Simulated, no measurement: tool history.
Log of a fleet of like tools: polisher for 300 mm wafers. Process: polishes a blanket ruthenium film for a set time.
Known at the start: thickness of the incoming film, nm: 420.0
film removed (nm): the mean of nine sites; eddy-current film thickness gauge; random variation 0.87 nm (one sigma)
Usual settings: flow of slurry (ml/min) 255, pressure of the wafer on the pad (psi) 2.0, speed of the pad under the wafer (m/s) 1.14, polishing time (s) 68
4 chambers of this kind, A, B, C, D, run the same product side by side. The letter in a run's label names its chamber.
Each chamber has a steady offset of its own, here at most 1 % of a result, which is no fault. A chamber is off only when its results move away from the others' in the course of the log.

| run | hour | flow of slurry (ml/min) | pressure of the wafer on the pad (psi) | speed of the pad under the wafer (m/s) | polishing time (s) | wafers polished on this pad | hours since the slurry nozzle was cleaned | hours since the head pressure was calibrated | film removed (nm) |
|---|---|---|---|---|---|---|---|---|---|
| 1D | 12.0 | 255 | 2.0 | 1.14 | 68 | 710 | 316.0 | 369.7 | 88.614 |
| 2A | 20.5 | 255 | 2.0 | 1.14 | 68 | 900 | 173.7 | 699.5 | 89.959 |
|  | 32.9 | chamber A: worn pad replaced by a new one |
| 3C | 34.6 | 255 | 2.0 | 1.14 | 68 | 764 | 136.3 | 1029.4 | 89.917 |
|  | 36.0 | chamber B: worn pad replaced by a new one |
| 4B | 46.0 | 255 | 2.0 | 1.14 | 68 | 121 | 61.1 | 168.5 | 89.278 |
|  | 51.6 | chamber C: head pressure recalibrated |
|  | 52.2 | chamber A: slurry nozzle cleaned |
|  | 53.2 | chamber C: worn pad replaced by a new one |
| 5A | 54.8 | 255 | 2.0 | 1.14 | 68 | 266 | 2.7 | 733.8 | 89.897 |
| 6D | 68.4 | 255 | 2.0 | 1.14 | 68 | 1395 | 372.4 | 426.1 | 89.060 |
| 7B | 80.0 | 255 | 2.0 | 1.14 | 68 | 534 | 95.1 | 202.5 | 89.547 |
| 8C | 93.6 | 255 | 2.0 | 1.14 | 68 | 491 | 195.3 | 42.0 | 90.048 |
| 9A | 106.9 | 255 | 2.0 | 1.14 | 68 | 898 | 54.8 | 785.9 | 88.596 |
|  | 111.5 | chamber B: worn pad replaced by a new one |
|  | 113.2 | chamber A: worn pad replaced by a new one |
| 10C | 115.3 | 255 | 2.0 | 1.14 | 68 | 754 | 217.0 | 63.7 | 89.393 |
| 11B | 129.0 | 205 | 1.6 | 1.14 | 68 | 212 | 144.1 | 251.5 | 69.928 |
|  | 130.3 | chamber C: worn pad replaced by a new one |
| 12D | 141.6 | 205 | 1.6 | 1.14 | 68 | 2284 | 445.6 | 499.3 | 69.623 |
| 13A | 147.9 | 205 | 1.6 | 1.14 | 68 | 421 | 95.8 | 826.9 | 69.455 |
| 14D | 159.2 | 205 | 1.6 | 1.14 | 68 | 2498 | 463.2 | 516.9 | 69.340 |
| 15B | 168.9 | 255 | 2.0 | 1.14 | 68 | 697 | 184.0 | 291.4 | 88.549 |
| 16C | 183.0 | 255 | 2.0 | 1.14 | 68 | 640 | 284.7 | 131.4 | 87.313 |
|  | 183.1 | chamber B: worn pad replaced by a new one |
|  | 186.8 | chamber A: worn pad replaced by a new one |
| 17D | 189.8 | 295 | 2.0 | 1.30 | 68 | 2869 | 493.8 | 547.5 | 101.520 |
|  | 191.2 | chamber D: slurry nozzle cleaned |
| 18C | 196.9 | 295 | 2.0 | 1.30 | 68 | 809 | 298.6 | 145.3 | 102.160 |
| 19B | 205.7 | 295 | 2.0 | 1.30 | 68 | 274 | 220.8 | 328.2 | 104.690 |
| 20A | 219.6 | 295 | 2.0 | 1.30 | 68 | 398 | 167.5 | 898.6 | 103.010 |
|  | 221.7 | chamber C: worn pad replaced by a new one |
| 21C | 230.6 | 255 | 2.0 | 1.14 | 68 | 109 | 332.3 | 179.0 | 89.885 |
| 22A | 237.5 | 255 | 1.7 | 1.14 | 61 | 616 | 185.4 | 916.5 | 67.949 |
| 23B | 246.7 | 255 | 1.7 | 1.14 | 61 | 772 | 261.8 | 369.2 | 68.746 |
| 24D | 260.8 | 255 | 1.7 | 1.14 | 61 | 3731 | 69.6 | 618.5 | 66.913 |
|  | 262.0 | chamber A: worn pad replaced by a new one |
|  | 268.4 | chamber B: worn pad replaced by a new one |
|  | 268.7 | chamber A: slurry nozzle cleaned |
| 25C | 272.2 | 255 | 1.7 | 1.14 | 61 | 614 | 373.9 | 220.6 | 67.818 |
| 26D | 285.6 | 255 | 2.0 | 1.14 | 68 | 4033 | 94.4 | 643.3 | 86.972 |
|  | 293.8 | chamber C: worn pad replaced by a new one |
| 27A | 295.5 | 255 | 1.5 | 1.14 | 45 | 407 | 26.8 | 974.5 | 44.566 |
| 28B | 302.9 | 255 | 1.5 | 1.14 | 45 | 419 | 318.0 | 425.4 | 44.574 |
| 29A | 311.1 | 255 | 1.5 | 1.14 | 45 | 596 | 42.4 | 990.1 | 44.712 |
| 30B | 322.1 | 255 | 1.5 | 1.14 | 45 | 652 | 337.2 | 444.6 | 44.300 |
| 31D | 330.1 | 255 | 2.0 | 1.14 | 68 | 4573 | 138.9 | 687.8 | 84.271 |
| 32C | 341.2 | 255 | 2.0 | 1.14 | 68 | 576 | 442.9 | 289.6 | 87.796 |
|  | 343.2 | chamber B: worn pad replaced by a new one |
|  | 345.4 | chamber A: worn pad replaced by a new one |
| 33D | 354.6 | 255 | 2.0 | 1.14 | 68 | 4871 | 163.4 | 712.3 | 82.444 |
| 34C | 362.7 | 255 | 2.0 | 1.14 | 68 | 837 | 464.4 | 311.1 | 89.075 |
| 35B | 374.2 | 255 | 2.0 | 1.14 | 68 | 377 | 389.3 | 496.7 | 88.322 |
| 36A | 381.5 | 255 | 2.0 | 1.14 | 68 | 439 | 112.8 | 1060.5 | 89.420 |
|  | 386.3 | chamber C: worn pad replaced by a new one |
| 37C | 394.1 | 255 | 2.0 | 0.84 | 47 | 94 | 495.8 | 342.5 | 45.613 |
| 38A | 404.5 | 255 | 2.0 | 0.84 | 47 | 718 | 135.8 | 1083.5 | 44.605 |

Is one chamber off against the others, does the gauge drift, or is nothing wrong? If a chamber is off, say which, and what the likeliest cause is.

Chamber D drifts away from the others.
Cause: removal rate lost through wear of the pad, % = 7.89.
The log may not tell that from: head's pressure below its setpoint, %.

Here are 4 candidates for chamber D's next run, each the usual settings with a change, their results left as question marks. Which one brings its results back in line with what the others give on the usual settings?
In line means no further than this from the other chambers' mean on the usual settings: film removed (nm) 3.000
| 39D-1 | 414.8 | 255 | 2.1 | 1.20 | 71 |  |  |  | ? |
| 39D-2 | 414.8 | 255 | 1.9 | 1.10 | 68 |  |  |  | ? |
| 39D-3 | 414.8 | 255 | 2.0 | 1.18 | 71 |  |  |  | ? |
| 39D-4 | 414.8 | 255 | 2.0 | 1.14 | 59 |  |  |  | ? |

The other chambers' mean on the usual settings: film removed (nm) 89.042
| run | film removed (nm) |
|---|---|
| 39D-1 | 94.841 |
| 39D-2 | 75.395 |
| 39D-3 | 88.871 |
| 39D-4 | 71.328 |
39D-3 brings the chamber back in line.
